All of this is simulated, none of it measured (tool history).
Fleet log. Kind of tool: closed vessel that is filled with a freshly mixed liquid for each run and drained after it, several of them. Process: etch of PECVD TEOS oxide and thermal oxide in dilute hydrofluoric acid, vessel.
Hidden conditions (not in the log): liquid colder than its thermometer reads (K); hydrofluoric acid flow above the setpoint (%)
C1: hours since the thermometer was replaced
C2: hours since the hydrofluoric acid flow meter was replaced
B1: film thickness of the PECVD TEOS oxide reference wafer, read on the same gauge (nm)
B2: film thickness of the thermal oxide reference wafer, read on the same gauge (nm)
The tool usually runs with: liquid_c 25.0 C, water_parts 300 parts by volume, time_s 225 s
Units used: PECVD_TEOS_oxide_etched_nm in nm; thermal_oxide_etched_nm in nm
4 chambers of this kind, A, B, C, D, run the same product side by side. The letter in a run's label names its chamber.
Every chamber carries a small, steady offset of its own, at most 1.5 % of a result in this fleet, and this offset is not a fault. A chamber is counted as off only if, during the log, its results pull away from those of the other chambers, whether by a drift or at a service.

Run 1D, day 0.504: usual settings; C1 1146.4; C2 1164.6; B1 60.002; B2 149.98. Result: PECVD_TEOS_oxide_etched_nm 8.7830 nm, thermal_oxide_etched_nm 2.7871 nm.
Run 2A, day 0.738: usual settings; C1 1214.5; C2 1788.0; B1 60.004; B2 150.01. Result: PECVD_TEOS_oxide_etched_nm 8.8866 nm, thermal_oxide_etched_nm 2.8312 nm.
Run 3B, day 0.983: usual settings; C1 120.0; C2 382.9; B1 60.005; B2 149.96. Result: PECVD_TEOS_oxide_etched_nm 8.9210 nm, thermal_oxide_etched_nm 2.7914 nm.
Run 4C, day 1.246: usual settings; C1 828.4; C2 1134.7; B1 59.983; B2 150.02. Result: PECVD_TEOS_oxide_etched_nm 9.0444 nm, thermal_oxide_etched_nm 2.8653 nm.
Run 5C, day 1.708: usual settings; C1 839.5; C2 1145.8; B1 60.026; B2 150.00. Result: PECVD_TEOS_oxide_etched_nm 8.8283 nm, thermal_oxide_etched_nm 2.8615 nm.
Run 6A, day 2.125: usual settings but liquid_c 21.0 C, water_parts 375 parts by volume; C1 1247.8; C2 1821.3; B1 60.015; B2 149.99. Result: PECVD_TEOS_oxide_etched_nm 5.7951 nm, thermal_oxide_etched_nm 1.8533 nm.
Run 7D, day 2.529: usual settings but liquid_c 21.0 C, water_parts 375 parts by volume; C1 1195.0; C2 1213.2; B1 60.024; B2 149.98. Result: PECVD_TEOS_oxide_etched_nm 5.8371 nm, thermal_oxide_etched_nm 1.8019 nm.
Run 8B, day 3.021: usual settings but liquid_c 21.0 C, water_parts 375 parts by volume; C1 168.9; C2 431.8; B1 60.026; B2 149.97. Result: PECVD_TEOS_oxide_etched_nm 5.8391 nm, thermal_oxide_etched_nm 1.8114 nm.
Run 9C, day 3.304: usual settings but liquid_c 21.0 C, water_parts 375 parts by volume; C1 877.8; C2 1184.1; B1 60.017; B2 150.01. Result: PECVD_TEOS_oxide_etched_nm 5.7520 nm, thermal_oxide_etched_nm 1.8760 nm.
Run 10A, day 3.767: usual settings but liquid_c 29.0 C, water_parts 400 parts by volume; C1 1287.2; C2 1860.7; B1 60.003; B2 150.01. Result: PECVD_TEOS_oxide_etched_nm 6.8815 nm, thermal_oxide_etched_nm 2.1903 nm.
Run 11D, day 4.167: usual settings but liquid_c 29.0 C, water_parts 400 parts by volume; C1 1234.3; C2 1252.5; B1 59.992; B2 149.98. Result: PECVD_TEOS_oxide_etched_nm 7.0319 nm, thermal_oxide_etched_nm 2.2148 nm.
Run 12B, day 4.404: usual settings but liquid_c 29.0 C, water_parts 400 parts by volume; C1 202.1; C2 465.0; B1 59.974; B2 149.98. Result: PECVD_TEOS_oxide_etched_nm 6.8229 nm, thermal_oxide_etched_nm 2.1746 nm.
Run 13B, day 4.871: usual settings but liquid_c 29.0 C, water_parts 400 parts by volume; C1 213.3; C2 476.2; B1 59.971; B2 150.02. Result: PECVD_TEOS_oxide_etched_nm 6.7801 nm, thermal_oxide_etched_nm 2.1216 nm.
Run 14D, day 5.250: usual settings but liquid_c 22.0 C, water_parts 375 parts by volume; C1 1260.3; C2 1278.5; B1 59.992; B2 149.99. Result: PECVD_TEOS_oxide_etched_nm 6.1430 nm, thermal_oxide_etched_nm 1.9559 nm.
Run 15C, day 5.508: usual settings but liquid_c 22.0 C, water_parts 375 parts by volume; C1 930.7; C2 1237.0; B1 59.997; B2 150.02. Result: PECVD_TEOS_oxide_etched_nm 6.0188 nm, thermal_oxide_etched_nm 1.9539 nm.
Run 16A, day 5.883: usual settings but liquid_c 22.0 C, water_parts 375 parts by volume; C1 1338.0; C2 1911.5; B1 59.976; B2 150.00. Result: PECVD_TEOS_oxide_etched_nm 5.9455 nm, thermal_oxide_etched_nm 1.9249 nm.
Run 17D, day 6.183: usual settings but liquid_c 22.0 C, water_parts 375 parts by volume; C1 1282.7; C2 1300.9; B1 60.002; B2 150.01. Result: PECVD_TEOS_oxide_etched_nm 6.0570 nm, thermal_oxide_etched_nm 1.9565 nm.
Run 18C, day 6.558: usual settings; C1 955.9; C2 1262.2; B1 60.019; B2 150.03. Result: PECVD_TEOS_oxide_etched_nm 8.7854 nm, thermal_oxide_etched_nm 2.8524 nm.
Run 19B, day 6.821: usual settings but liquid_c 20.5 C; C1 260.1; C2 523.0; B1 60.016; B2 150.00. Result: PECVD_TEOS_oxide_etched_nm 7.6004 nm, thermal_oxide_etched_nm 2.3775 nm.
Run 20A, day 7.146: usual settings but liquid_c 20.5 C; C1 1368.3; C2 1941.8; B1 60.017; B2 150.00. Result: PECVD_TEOS_oxide_etched_nm 7.6629 nm, thermal_oxide_etched_nm 2.3925 nm.
Run 21C, day 7.600: usual settings but liquid_c 20.5 C; C1 980.9; C2 1287.2; B1 59.997; B2 149.99. Result: PECVD_TEOS_oxide_etched_nm 7.6873 nm, thermal_oxide_etched_nm 2.4373 nm.
Run 22B, day 8.017: usual settings but liquid_c 20.5 C; C1 288.8; C2 551.7; B1 60.015; B2 150.01. Result: PECVD_TEOS_oxide_etched_nm 7.6192 nm, thermal_oxide_etched_nm 2.3812 nm.
Run 23A, day 8.450: usual settings; C1 1399.6; C2 1973.1; B1 59.996; B2 150.00. Result: PECVD_TEOS_oxide_etched_nm 9.0047 nm, thermal_oxide_etched_nm 2.8475 nm.
Run 24D, day 8.729: usual settings; C1 1343.8; C2 1362.0; B1 60.021; B2 150.00. Result: PECVD_TEOS_oxide_etched_nm 9.1740 nm, thermal_oxide_etched_nm 2.9491 nm.
Run 25B, day 9.092: usual settings but time_s 315 s; C1 314.6; C2 577.5; B1 59.995; B2 150.00. Result: PECVD_TEOS_oxide_etched_nm 12.4850 nm, thermal_oxide_etched_nm 3.9822 nm.
At day 9.421: chamber A: hydrofluoric acid flow meter replaced.
Run 26C, day 9.550: usual settings but time_s 315 s; C1 1027.7; C2 1334.0; B1 60.005; B2 149.99. Result: PECVD_TEOS_oxide_etched_nm 12.6050 nm, thermal_oxide_etched_nm 4.0321 nm.
At day 9.646: chamber C: hydrofluoric acid flow meter replaced.
Run 27A, day 9.796: usual settings but time_s 315 s; C1 1431.9; C2 9.1; B1 59.998; B2 149.99. Result: PECVD_TEOS_oxide_etched_nm 12.3410 nm, thermal_oxide_etched_nm 3.9575 nm.
Run 28D, day 10.025: usual settings but time_s 315 s; C1 1374.9; C2 1393.1; B1 59.975; B2 149.98. Result: PECVD_TEOS_oxide_etched_nm 12.9710 nm, thermal_oxide_etched_nm 4.1634 nm.
Run 29C, day 10.504: usual settings; C1 1050.6; C2 20.7; B1 60.023; B2 150.01. Result: PECVD_TEOS_oxide_etched_nm 9.1125 nm, thermal_oxide_etched_nm 2.8283 nm.
Run 30B, day 10.829: usual settings; C1 356.3; C2 619.2; B1 59.991; B2 150.01. Result: PECVD_TEOS_oxide_etched_nm 8.8840 nm, thermal_oxide_etched_nm 2.8355 nm.
Run 31A, day 11.221: usual settings; C1 1466.1; C2 43.3; B1 60.011; B2 149.98. Result: PECVD_TEOS_oxide_etched_nm 8.9092 nm, thermal_oxide_etched_nm 2.8700 nm.
Run 32D, day 11.638: usual settings; C1 1413.6; C2 1431.8; B1 59.981; B2 150.02. Result: PECVD_TEOS_oxide_etched_nm 9.4883 nm, thermal_oxide_etched_nm 3.0099 nm.
Run 33C, day 11.958: usual settings; C1 1085.5; C2 55.6; B1 60.002; B2 150.00. Result: PECVD_TEOS_oxide_etched_nm 8.8601 nm, thermal_oxide_etched_nm 2.8623 nm.
Run 34A, day 12.392: usual settings; C1 1494.2; C2 71.4; B1 59.998; B2 150.01. Result: PECVD_TEOS_oxide_etched_nm 8.8311 nm, thermal_oxide_etched_nm 2.7971 nm.
Run 35B, day 12.654: usual settings; C1 400.1; C2 663.0; B1 59.978; B2 150.00. Result: PECVD_TEOS_oxide_etched_nm 8.9763 nm, thermal_oxide_etched_nm 2.8229 nm.
Run 36D, day 13.017: usual settings; C1 1446.7; C2 1464.9; B1 59.983; B2 149.99. Result: PECVD_TEOS_oxide_etched_nm 9.7502 nm, thermal_oxide_etched_nm 3.0497 nm.
Run 37B, day 13.362: usual settings; C1 417.1; C2 680.0; B1 60.027; B2 149.97. Result: PECVD_TEOS_oxide_etched_nm 8.9331 nm, thermal_oxide_etched_nm 2.8389 nm.
Run 38C, day 13.612: usual settings; C1 1125.2; C2 95.3; B1 59.991; B2 149.99. Result: PECVD_TEOS_oxide_etched_nm 9.0022 nm, thermal_oxide_etched_nm 2.8404 nm.
Run 39A, day 13.979: usual settings; C1 1532.3; C2 109.5; B1 60.002; B2 150.01. Result: PECVD_TEOS_oxide_etched_nm 8.8928 nm, thermal_oxide_etched_nm 2.8044 nm.
Run 40D, day 14.325: usual settings; C1 1478.1; C2 1496.3; B1 59.997; B2 150.05. Result: PECVD_TEOS_oxide_etched_nm 9.5852 nm, thermal_oxide_etched_nm 3.0270 nm.
Run 41A, day 14.600: usual settings but liquid_c 21.5 C, water_parts 385 parts by volume; C1 1547.2; C2 124.4; B1 60.037; B2 149.99. Result: PECVD_TEOS_oxide_etched_nm 5.7818 nm, thermal_oxide_etched_nm 1.7972 nm.
Run 42D, day 14.929: usual settings but liquid_c 21.5 C, water_parts 385 parts by volume; C1 1492.6; C2 1510.8; B1 59.985; B2 149.98. Result: PECVD_TEOS_oxide_etched_nm 6.1981 nm, thermal_oxide_etched_nm 1.9855 nm.
Run 43C, day 15.438: usual settings but liquid_c 21.5 C, water_parts 385 parts by volume; C1 1169.0; C2 139.1; B1 60.007; B2 150.00. Result: PECVD_TEOS_oxide_etched_nm 5.6937 nm, thermal_oxide_etched_nm 1.8270 nm.

The same settings go to every chamber for the next run, one line per chamber below. Forecast the results for each:
Run 44A, day 15.804: usual settings but water_parts 215 parts by volume. Result: PECVD_TEOS_oxide_etched_nm ?, thermal_oxide_etched_nm ?.
Run 44B, day 15.804: usual settings but water_parts 215 parts by volume. Result: PECVD_TEOS_oxide_etched_nm ?, thermal_oxide_etched_nm ?.
Run 44C, day 15.804: usual settings but water_parts 215 parts by volume. Result: PECVD_TEOS_oxide_etched_nm ?, thermal_oxide_etched_nm ?.
Run 44D, day 15.804: usual settings but water_parts 215 parts by volume. Result: PECVD_TEOS_oxide_etched_nm ?, thermal_oxide_etched_nm ?.

run  PECVD_TEOS_oxide_etched_nm  thermal_oxide_etched_nm
44A                     13.3800                   4.3140
44B                     13.5500                   4.3315
44C                     13.5880                   4.2913
44D                     14.6750                   4.6663

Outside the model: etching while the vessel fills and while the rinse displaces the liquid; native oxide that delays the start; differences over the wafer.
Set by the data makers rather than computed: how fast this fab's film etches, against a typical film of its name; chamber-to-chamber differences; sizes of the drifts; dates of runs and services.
